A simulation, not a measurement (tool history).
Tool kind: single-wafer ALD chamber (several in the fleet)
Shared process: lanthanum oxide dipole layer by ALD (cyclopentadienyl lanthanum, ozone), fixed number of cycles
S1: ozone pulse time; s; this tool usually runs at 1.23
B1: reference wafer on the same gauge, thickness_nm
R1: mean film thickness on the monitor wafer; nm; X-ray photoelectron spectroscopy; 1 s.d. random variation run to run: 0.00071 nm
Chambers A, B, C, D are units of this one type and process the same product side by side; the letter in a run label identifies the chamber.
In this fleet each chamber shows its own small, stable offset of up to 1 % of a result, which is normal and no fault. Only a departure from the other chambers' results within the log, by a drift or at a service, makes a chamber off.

{"run": "1B", "hour": 7.7, "S1": 1.23, "B1": 0.47794, "R1": 0.52611}
{"run": "2D", "hour": 16.4, "S1": 1.23, "B1": 0.47788, "R1": 0.53254}
{"run": "3C", "hour": 21.6, "S1": 1.23, "B1": 0.47768, "R1": 0.52983}
{"run": "4A", "hour": 30.9, "S1": 1.23, "B1": 0.47768, "R1": 0.52719}
{"run": "5D", "hour": 37.2, "S1": 1.23, "B1": 0.4777, "R1": 0.53278}
{"run": "6C", "hour": 44.4, "S1": 1.38, "B1": 0.47751, "R1": 0.54312}
{"run": "7A", "hour": 52.4, "S1": 1.38, "B1": 0.47742, "R1": 0.5398}
{"run": "8B", "hour": 60.5, "S1": 1.38, "B1": 0.47733, "R1": 0.53825}
{"run": "9B", "hour": 65.4, "S1": 1.38, "B1": 0.47726, "R1": 0.53809}
{"run": "10A", "hour": 70.2, "S1": 0.99, "B1": 0.47723, "R1": 0.49648}
{"run": "11D", "hour": 77.5, "S1": 0.99, "B1": 0.47717, "R1": 0.50108}
{"run": "12C", "hour": 83.2, "S1": 0.99, "B1": 0.47715, "R1": 0.49707}
{"run": "13C", "hour": 89.0, "S1": 0.99, "B1": 0.47704, "R1": 0.49512}
{"run": "14B", "hour": 98.1, "S1": 1.23, "B1": 0.47707, "R1": 0.52458}
{"run": "15A", "hour": 103.5, "S1": 1.23, "B1": 0.47683, "R1": 0.52543}
{"run": "16D", "hour": 110.3, "S1": 1.23, "B1": 0.47681, "R1": 0.53181}
{"run": "17D", "hour": 119.3, "S1": 1.23, "B1": 0.47665, "R1": 0.52945}
{"run": "18B", "hour": 125.8, "S1": 0.77, "B1": 0.47662, "R1": 0.45325}
{"run": "19C", "hour": 132.3, "S1": 0.77, "B1": 0.47662, "R1": 0.44853}
{"run": "20A", "hour": 138.6, "S1": 0.77, "B1": 0.47649, "R1": 0.45356}
{"run": "21B", "hour": 143.5, "S1": 0.77, "B1": 0.4765, "R1": 0.45163}
{"run": "22C", "hour": 148.5, "S1": 0.79, "B1": 0.47642, "R1": 0.45373}
{"run": "23A", "hour": 157.0, "S1": 0.79, "B1": 0.4764, "R1": 0.45888}
{"run": "24D", "hour": 166.6, "S1": 0.79, "B1": 0.47621, "R1": 0.45775}
{"run": "25D", "hour": 173.9, "S1": 0.79, "B1": 0.47593, "R1": 0.45808}
{"run": "26C", "hour": 179.7, "S1": 1.23, "B1": 0.47601, "R1": 0.52602}
{"run": "27A", "hour": 186.4, "S1": 1.23, "B1": 0.47586, "R1": 0.52426}
{"run": "28B", "hour": 194.3, "S1": 1.23, "B1": 0.47586, "R1": 0.52405}
{"run": "29C", "hour": 200.6, "S1": 1.23, "B1": 0.47581, "R1": 0.52745}
{"run": "30B", "hour": 206.0, "S1": 1.23, "B1": 0.47587, "R1": 0.52381}
{"run": "31D", "hour": 214.3, "S1": 1.23, "B1": 0.47574, "R1": 0.52972}
{"run": "32A", "hour": 221.6, "S1": 1.23, "B1": 0.47559, "R1": 0.52541}
{"hour": 229.1, "done": "chamber D: thermocouple changed; heater temperature recalibrated"}
{"run": "33D", "hour": 229.8, "S1": 1.23, "B1": 0.47544, "R1": 0.52988}
{"run": "34A", "hour": 237.8, "S1": 1.23, "B1": 0.47548, "R1": 0.5252}

Read the log: is a single chamber off, either drifting away or since a service, is the gauge that measures every chamber drifting, or is nothing wrong beyond small per-chamber offsets? Name any odd chamber and what most likely caused it.

The shared gauge is drifting. All chambers look as if they move in step, but none is off.
Most likely cause: gauge reads low (%) = 0.555.
